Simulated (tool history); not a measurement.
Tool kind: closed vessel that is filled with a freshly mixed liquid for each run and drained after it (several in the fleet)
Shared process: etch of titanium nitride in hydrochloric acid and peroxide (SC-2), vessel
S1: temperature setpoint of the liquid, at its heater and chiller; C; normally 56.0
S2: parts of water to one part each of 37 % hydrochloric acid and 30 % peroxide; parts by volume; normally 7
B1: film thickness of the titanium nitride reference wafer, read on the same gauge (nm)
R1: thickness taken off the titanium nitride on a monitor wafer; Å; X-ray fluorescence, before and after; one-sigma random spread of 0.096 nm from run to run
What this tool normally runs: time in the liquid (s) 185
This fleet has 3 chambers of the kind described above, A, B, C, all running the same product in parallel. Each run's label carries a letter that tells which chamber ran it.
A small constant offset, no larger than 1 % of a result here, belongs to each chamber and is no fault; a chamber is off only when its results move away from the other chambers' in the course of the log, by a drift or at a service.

Run 1B, day 0.212: usual settings; B1 60.006. Result: R1 133.200 Å.
Run 2A, day 0.329: usual settings; B1 59.990. Result: R1 134.120 Å.
Run 3C, day 0.538: usual settings; B1 59.976. Result: R1 132.650 Å.
Run 4A, day 0.779: usual settings; B1 60.002. Result: R1 135.210 Å.
Run 5C, day 0.921: usual settings; B1 59.997. Result: R1 131.420 Å.
Run 6B, day 1.158: usual settings; B1 60.008. Result: R1 131.900 Å.
Run 7B, day 1.358: usual settings; B1 59.995. Result: R1 132.220 Å.
Run 8A, day 1.512: usual settings; B1 60.031. Result: R1 135.480 Å.
Run 9C, day 1.692: usual settings; B1 59.997. Result: R1 131.440 Å.
Run 10C, day 1.908: usual settings; B1 59.973. Result: R1 130.760 Å.
Run 11A, day 2.100: usual settings; B1 59.989. Result: R1 137.460 Å.
Run 12B, day 2.250: usual settings; B1 60.014. Result: R1 131.510 Å.
Run 13C, day 2.371: usual settings but S1 46.5 C, time in the liquid (s) 115; B1 59.999. Result: R1 44.170 Å.
Run 14A, day 2.512: usual settings but S1 46.5 C, time in the liquid (s) 115; B1 59.988. Result: R1 44.667 Å.
Run 15B, day 2.717: usual settings but S1 46.5 C, time in the liquid (s) 115; B1 60.004. Result: R1 43.730 Å.
Run 16B, day 2.971: usual settings; B1 59.961. Result: R1 133.200 Å.
Run 17A, day 3.104: usual settings; B1 60.006. Result: R1 136.970 Å.
Run 18C, day 3.279: usual settings; B1 60.002. Result: R1 131.070 Å.
Run 19B, day 3.504: usual settings but S1 51.5 C; B1 59.974. Result: R1 98.989 Å.
Run 20A, day 3.738: usual settings but S1 51.5 C; B1 59.956. Result: R1 102.300 Å.
Run 21C, day 3.925: usual settings but S1 51.5 C; B1 59.991. Result: R1 99.404 Å.
Run 22C, day 4.042: usual settings; B1 59.990. Result: R1 132.990 Å.
Run 23B, day 4.246: usual settings; B1 60.016. Result: R1 132.350 Å.
At day 4.333: chamber A: new drum of peroxide connected.
Run 24A, day 4.429: usual settings; B1 59.996. Result: R1 138.550 Å.

All 3 chambers run these settings next. Forecast each chamber's results:
Run 25A, day 4.612: usual settings but S1 51.0 C. Result: R1 ?.
Run 25B, day 4.612: usual settings but S1 51.0 C. Result: R1 ?.
Run 25C, day 4.612: usual settings but S1 51.0 C. Result: R1 ?.

run      R1
25A  99.235
25B  94.224
25C  95.047
